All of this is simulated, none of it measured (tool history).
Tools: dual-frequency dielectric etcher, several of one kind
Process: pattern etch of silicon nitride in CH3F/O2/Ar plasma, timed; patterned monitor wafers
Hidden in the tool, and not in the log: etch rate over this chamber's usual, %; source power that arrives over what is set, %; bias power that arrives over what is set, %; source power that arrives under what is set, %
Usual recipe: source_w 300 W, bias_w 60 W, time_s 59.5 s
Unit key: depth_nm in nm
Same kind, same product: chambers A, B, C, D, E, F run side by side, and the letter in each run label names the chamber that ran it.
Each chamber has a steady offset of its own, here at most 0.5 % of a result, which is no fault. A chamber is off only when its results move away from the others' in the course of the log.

run,hour,source_w,bias_w,time_s,hours since the last wet clean,hours since the last source power generator calibration,hours since the last bias power generator calibration,"read-back reference wafer on the same gauge, depth_nm",depth_nm
1A,8.7,300,60,59.5,186.9,1754.8,4117.7,38.787,35.059
2B,21.4,300,60,59.5,338.5,1635.6,831.3,38.809,35.052
3E,33.9,300,60,59.5,172.7,1723.1,1678.4,38.795,35.325
4F,42.4,300,60,59.5,144,563,2542.8,38.802,35.265
5C,49.4,300,60,59.5,149.1,1290.1,865.8,38.804,35.288
6D,57.1,300,60,59.5,107,1668.6,2378.3,38.798,35.116
7B,65.1,300,60,59.5,382.2,1679.3,875,38.799,35.037
8A,74.8,300,60,59.5,253,1820.9,4183.8,38.793,35.125
9C,86,300,60,59.5,185.7,1326.7,902.4,38.795,35.229
10F,98.4,300,60,59.5,200,619,2598.8,38.806,34.893
11E,106.3,350,60,59.5,245.1,1795.5,1750.8,38.81,37.291
12D,116.6,350,60,59.5,166.5,1728.1,2437.8,38.835,37.281
13E,126.1,350,60,59.5,264.9,1815.3,1770.6,38.801,37.455
14B,135.4,350,60,59.5,452.5,1749.6,945.3,38.814,37.129
15F,143,350,60,59.5,244.6,663.6,2643.4,38.803,37.19
16C,154.8,350,60,59.5,254.5,1395.5,971.2,38.789,37.416
17D,167.2,350,60,59.5,217.1,1778.7,2488.4,38.82,37.468
18A,173.1,350,60,59.5,351.3,1919.2,4282.1,38.807,37.148
19E,181.4,350,60,59.5,320.2,1870.6,1825.9,38.829,37.435
20F,189.1,350,60,59.5,290.7,709.7,2689.5,38.823,37.264
# hour 195.6: chamber B: wet clean of the chamber
# hour 200: chamber A: wet clean of the chamber
21A,200.7,350,60,59.5,0.7,1946.8,4309.7,38.781,37.446
22C,210.8,350,60,59.5,310.5,1451.5,1027.2,38.798,37.437
23B,220.1,300,60,59.5,24.6,1834.3,1030,38.807,35.115
24D,225.7,300,66,74.5,275.6,1837.2,2546.9,38.777,45.523
25D,237.7,300,66,74.5,287.6,1849.2,2558.9,38.801,45.487
26C,246.5,300,66,74.5,346.2,1487.2,1062.9,38.792,45.291
# hour 249.7: chamber F: wet clean of the chamber
27B,252.2,300,66,74.5,56.7,1866.4,1062.1,38.801,45.542
28F,264.1,300,66,74.5,14.4,784.7,2764.5,38.808,45.439
29E,269.9,300,66,74.5,408.7,1959.1,1914.4,38.822,45.855
30A,282.3,300,60,59.5,82.3,2028.4,4391.3,38.812,35.056
31F,294,300,60,59.5,44.3,814.6,2794.4,38.819,35.083
32E,306,360,47,59.5,444.8,1995.2,1950.5,38.784,35.085
33B,312.5,360,47,59.5,117,1926.7,1122.4,38.789,34.986
34A,324.9,360,47,59.5,124.9,2071,4433.9,38.805,34.708
# hour 333.6: chamber C: wet clean of the chamber
35C,336.5,360,47,59.5,2.9,1577.2,1152.9,38.77,34.861
36D,343.4,360,47,59.5,393.3,1954.9,2664.6,38.799,34.736
37F,353.8,360,47,59.5,104.1,874.4,2854.2,38.808,34.753
38D,361,300,60,59.5,410.9,1972.5,2682.2,38.78,35.13
39A,372,300,60,59.5,172,2118.1,4481,38.777,35.09
40B,381.8,300,60,59.5,186.3,1996,1191.7,38.813,35.127

Which is it: a chamber that has drifted or been left off by a service, a gauge drift common to all chambers, or only each chamber's usual small offset? If a chamber is off, name it and its likeliest cause.

Little by little, chamber E moves away from the other chambers.
Cause: etch rate over this chamber's usual, % = 1.5.
From this log alone, it may not be told apart from: source power that arrives over what is set, %; bias power that arrives over what is set, %.

Chamber E could run next with any of the 4 candidate recipes listed below; each alters the usual settings, and their results appear as question marks. Which one brings its results back in line with what the other chambers deliver on the usual settings?
To be in line, a result may differ from the other chambers' mean on the usual settings by at most: depth_nm 0.33 nm
41E-1,390.9,290,59,59.5,,,,,?
41E-2,390.9,300,54,59.5,,,,,?
41E-3,390.9,300,60,60.5,,,,,?
41E-4,390.9,300,60,61.5,,,,,?

The mean the other chambers reach with the usual settings: depth_nm 35.152 nm
run,depth_nm
41E-1,35.097
41E-2,34.507
41E-3,36.355
41E-4,36.956
41E-1 is the one that brings the chamber's results back in line with the other chambers.
